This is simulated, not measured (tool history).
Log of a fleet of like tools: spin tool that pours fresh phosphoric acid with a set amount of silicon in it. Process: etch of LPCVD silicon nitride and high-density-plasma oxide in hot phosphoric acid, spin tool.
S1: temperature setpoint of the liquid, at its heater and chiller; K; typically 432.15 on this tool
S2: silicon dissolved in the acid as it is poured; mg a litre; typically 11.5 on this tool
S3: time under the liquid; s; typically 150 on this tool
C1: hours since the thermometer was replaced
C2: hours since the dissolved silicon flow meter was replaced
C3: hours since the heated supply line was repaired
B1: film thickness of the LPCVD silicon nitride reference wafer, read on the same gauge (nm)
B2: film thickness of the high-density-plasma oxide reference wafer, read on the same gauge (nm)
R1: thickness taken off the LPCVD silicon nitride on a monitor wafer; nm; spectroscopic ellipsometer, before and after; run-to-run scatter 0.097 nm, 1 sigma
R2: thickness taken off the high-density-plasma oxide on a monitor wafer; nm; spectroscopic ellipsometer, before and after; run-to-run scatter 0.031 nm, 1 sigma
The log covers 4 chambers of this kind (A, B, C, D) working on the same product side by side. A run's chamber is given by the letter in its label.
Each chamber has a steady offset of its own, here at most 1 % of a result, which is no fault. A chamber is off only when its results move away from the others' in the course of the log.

run 1B hour=4.9 | S1=432.15 S2=11.5 S3=150 | C1=691.3 C2=410.5 C3=1625.2 | B1=140.00 B2=139.98 | R1=14.620 R2=0.44645
-- hour=9.9 chamber A: dissolved silicon flow meter replaced
run 2D hour=12.8 | S1=432.15 S2=11.5 S3=150 | C1=1400.3 C2=553.3 C3=226.8 | B1=140.03 B2=139.99 | R1=14.897 R2=0.45522
run 3A hour=18.3 | S1=432.15 S2=11.5 S3=150 | C1=1582.6 C2=8.4 C3=2379.9 | B1=139.97 B2=140.00 | R1=14.657 R2=0.48934
run 4C hour=22.5 | S1=432.15 S2=11.5 S3=150 | C1=35.2 C2=367.0 C3=786.7 | B1=140.05 B2=139.99 | R1=14.487 R2=0.43633
run 5A hour=27.6 | S1=432.15 S2=11.5 S3=150 | C1=1591.9 C2=17.7 C3=2389.2 | B1=139.99 B2=140.03 | R1=14.807 R2=0.48705
run 6C hour=34.2 | S1=432.15 S2=11.5 S3=150 | C1=46.9 C2=378.7 C3=798.4 | B1=139.98 B2=139.98 | R1=14.542 R2=0.47113
run 7D hour=39.4 | S1=432.15 S2=11.5 S3=150 | C1=1426.9 C2=579.9 C3=253.4 | B1=140.02 B2=140.01 | R1=14.628 R2=0.45756
run 8B hour=45.3 | S1=432.15 S2=11.5 S3=150 | C1=731.7 C2=450.9 C3=1665.6 | B1=140.05 B2=139.98 | R1=14.593 R2=0.44794
run 9D hour=49.4 | S1=432.15 S2=11.5 S3=150 | C1=1436.9 C2=589.9 C3=263.4 | B1=140.03 B2=140.03 | R1=14.474 R2=0.45107
run 10A hour=54.7 | S1=432.15 S2=11.5 S3=150 | C1=1619.0 C2=44.8 C3=2416.3 | B1=140.04 B2=139.99 | R1=14.590 R2=0.47551
run 11B hour=61.5 | S1=432.15 S2=11.5 S3=150 | C1=747.9 C2=467.1 C3=1681.8 | B1=140.01 B2=139.98 | R1=14.812 R2=0.41232
run 12C hour=65.6 | S1=432.15 S2=11.5 S3=150 | C1=78.3 C2=410.1 C3=829.8 | B1=140.03 B2=139.99 | R1=14.685 R2=0.48598
run 13D hour=69.7 | S1=432.15 S2=11.5 S3=150 | C1=1457.2 C2=610.2 C3=283.7 | B1=139.98 B2=140.03 | R1=14.461 R2=0.41552
run 14A hour=74.0 | S1=432.15 S2=11.5 S3=150 | C1=1638.3 C2=64.1 C3=2435.6 | B1=140.00 B2=140.00 | R1=14.662 R2=0.49326
run 15C hour=78.6 | S1=432.15 S2=11.5 S3=150 | C1=91.3 C2=423.1 C3=842.8 | B1=140.00 B2=139.98 | R1=14.423 R2=0.48408
run 16B hour=86.2 | S1=432.15 S2=11.5 S3=150 | C1=772.6 C2=491.8 C3=1706.5 | B1=140.03 B2=140.02 | R1=14.660 R2=0.50777
run 17B hour=90.8 | S1=432.15 S2=11.5 S3=150 | C1=777.2 C2=496.4 C3=1711.1 | B1=140.03 B2=140.02 | R1=14.647 R2=0.49284
run 18A hour=98.7 | S1=432.15 S2=11.5 S3=150 | C1=1663.0 C2=88.8 C3=2460.3 | B1=140.00 B2=140.02 | R1=14.765 R2=0.47298
run 19C hour=103.9 | S1=432.15 S2=11.5 S3=150 | C1=116.6 C2=448.4 C3=868.1 | B1=140.02 B2=140.01 | R1=14.689 R2=0.47286
run 20D hour=109.9 | S1=432.15 S2=11.5 S3=150 | C1=1497.4 C2=650.4 C3=323.9 | B1=139.97 B2=140.01 | R1=14.758 R2=0.51629
run 21D hour=114.7 | S1=432.15 S2=11.5 S3=150 | C1=1502.2 C2=655.2 C3=328.7 | B1=139.98 B2=140.02 | R1=14.622 R2=0.45474
run 22C hour=122.0 | S1=432.15 S2=11.5 S3=150 | C1=134.7 C2=466.5 C3=886.2 | B1=140.02 B2=140.00 | R1=14.710 R2=0.48173
run 23B hour=127.8 | S1=432.15 S2=11.5 S3=150 | C1=814.2 C2=533.4 C3=1748.1 | B1=140.02 B2=139.98 | R1=14.937 R2=0.43536
-- hour=130.3 chamber C: dissolved silicon flow meter replaced
run 24A hour=134.6 | S1=434.65 S2=6.5 S3=150 | C1=1698.9 C2=124.7 C3=2496.2 | B1=140.03 B2=140.01 | R1=16.023 R2=0.67531
run 25D hour=139.1 | S1=434.65 S2=6.5 S3=150 | C1=1526.6 C2=679.6 C3=353.1 | B1=139.96 B2=140.00 | R1=15.917 R2=0.63979
run 26A hour=143.2 | S1=434.65 S2=6.5 S3=150 | C1=1707.5 C2=133.3 C3=2504.8 | B1=140.02 B2=140.02 | R1=16.108 R2=0.67466
run 27B hour=148.6 | S1=434.65 S2=6.5 S3=150 | C1=835.0 C2=554.2 C3=1768.9 | B1=139.98 B2=140.02 | R1=15.815 R2=0.59691
run 28C hour=154.9 | S1=432.15 S2=11.5 S3=150 | C1=167.6 C2=24.7 C3=919.1 | B1=140.05 B2=139.99 | R1=14.548 R2=0.43530
run 29B hour=160.1 | S1=432.15 S2=11.5 S3=150 | C1=846.5 C2=565.7 C3=1780.4 | B1=139.98 B2=140.00 | R1=14.755 R2=0.44198
run 30D hour=164.7 | S1=432.15 S2=11.5 S3=150 | C1=1552.2 C2=705.2 C3=378.7 | B1=140.02 B2=139.99 | R1=14.569 R2=0.47601
run 31A hour=172.4 | S1=432.15 S2=11.5 S3=150 | C1=1736.7 C2=162.5 C3=2534.0 | B1=140.00 B2=140.00 | R1=14.671 R2=0.39350
run 32C hour=180.0 | S1=432.15 S2=11.5 S3=150 | C1=192.7 C2=49.8 C3=944.2 | B1=139.98 B2=140.01 | R1=14.530 R2=0.46078
run 33B hour=185.9 | S1=432.15 S2=11.5 S3=150 | C1=872.3 C2=591.5 C3=1806.2 | B1=140.05 B2=140.00 | R1=14.886 R2=0.47725

All 4 chambers run these settings next. Forecast each chamber's results:
run 34A hour=191.6 | S1=432.15 S2=11.5 S3=150 | R1=? R2=?
run 34B hour=191.6 | S1=432.15 S2=11.5 S3=150 | R1=? R2=?
run 34C hour=191.6 | S1=432.15 S2=11.5 S3=150 | R1=? R2=?
run 34D hour=191.6 | S1=432.15 S2=11.5 S3=150 | R1=? R2=?

run=34A R1=14.715 R2=0.40918
run=34B R1=14.627 R2=0.49374
run=34C R1=14.692 R2=0.43089
run=34D R1=14.582 R2=0.46195

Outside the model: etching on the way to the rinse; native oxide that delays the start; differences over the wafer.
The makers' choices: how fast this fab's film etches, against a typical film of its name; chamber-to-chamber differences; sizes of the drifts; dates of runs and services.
